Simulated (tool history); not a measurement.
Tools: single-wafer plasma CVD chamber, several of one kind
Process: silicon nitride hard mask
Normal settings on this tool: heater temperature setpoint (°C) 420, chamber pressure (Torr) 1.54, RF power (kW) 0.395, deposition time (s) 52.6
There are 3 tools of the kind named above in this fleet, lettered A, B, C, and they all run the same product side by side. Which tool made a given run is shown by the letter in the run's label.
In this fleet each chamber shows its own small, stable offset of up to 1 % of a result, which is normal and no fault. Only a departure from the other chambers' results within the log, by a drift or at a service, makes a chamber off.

run	hour	heater temperature setpoint (°C)	chamber pressure (Torr)	RF power (kW)	deposition time (s)	read-back reference wafer on the same gauge, thickness_nm	mean film thickness on the monitor wafer (angstrom)
1B	11	420	1.54	0.395	52.6	75.691	704.06
2C	20.1	420	1.54	0.395	52.6	75.674	700.03
3A	29.4	420	1.54	0.395	52.6	75.63	706.79
4A	37.9	420	1.54	0.395	52.6	75.644	705.24
5B	44.1	420	1.54	0.395	52.6	75.643	704.59
6C	52.8	420	1.54	0.395	52.6	75.638	700.32
7B	58.4	420	1.54	0.395	52.6	75.645	703.43
8A	66.1	420	1.54	0.395	52.6	75.616	704.97
9C	74.4	420	1.54	0.395	52.6	75.603	698.64
10C	81.2	420	1.35	0.395	52.6	75.58	673.17
11A	92.4	420	1.35	0.395	52.6	75.574	678.4
12B	98.4	420	1.35	0.395	52.6	75.572	675.25
13C	107.6	412	1.33	0.395	52.6	75.537	671.85
14A	112.8	412	1.33	0.395	52.6	75.542	677.66
15B	118.2	412	1.33	0.395	52.6	75.538	677.29
16B	123.6	420	1.54	0.395	52.6	75.549	702.65
# hour 127.5: chamber A: capacitance manometer re-zeroed and calibrated
17C	131.4	420	1.54	0.395	52.6	75.519	698.69
18A	140.5	420	1.54	0.395	52.6	75.511	706.49
19B	146.9	429	1.54	0.395	59.1	75.506	786.95
20C	154.1	429	1.54	0.395	59.1	75.481	781.25
21A	165.4	429	1.54	0.395	59.1	75.479	788.68
22B	171	420	1.54	0.395	52.6	75.461	702.59
23A	178.5	420	1.54	0.395	52.6	75.477	705.5
24C	186.9	420	1.54	0.395	52.6	75.461	698.71
25B	194.3	420	1.54	0.395	52.6	75.442	702.57
26C	203.5	420	1.54	0.395	43.3	75.427	574.24
27A	209.3	420	1.54	0.395	43.3	75.453	579.37
28C	215.6	420	1.54	0.395	43.3	75.414	574.97
29A	224	420	1.54	0.395	52.6	75.398	704.93
30B	229.9	420	1.54	0.395	52.6	75.423	700.53
31B	234.9	420	1.54	0.395	52.6	75.38	702.45
32A	243.1	420	1.54	0.395	52.6	75.374	703.46

Has any chamber moved away from the others, gradually or after a service, or does the common gauge drift, or do the chambers differ only by their own small steady offsets? State the chamber and the most likely cause if one applies.

No chamber is off; the gauge reading every chamber's wafers drifts, which makes the whole fleet appear to move together.
Likeliest cause: gauge reads low (%) = 0.438.
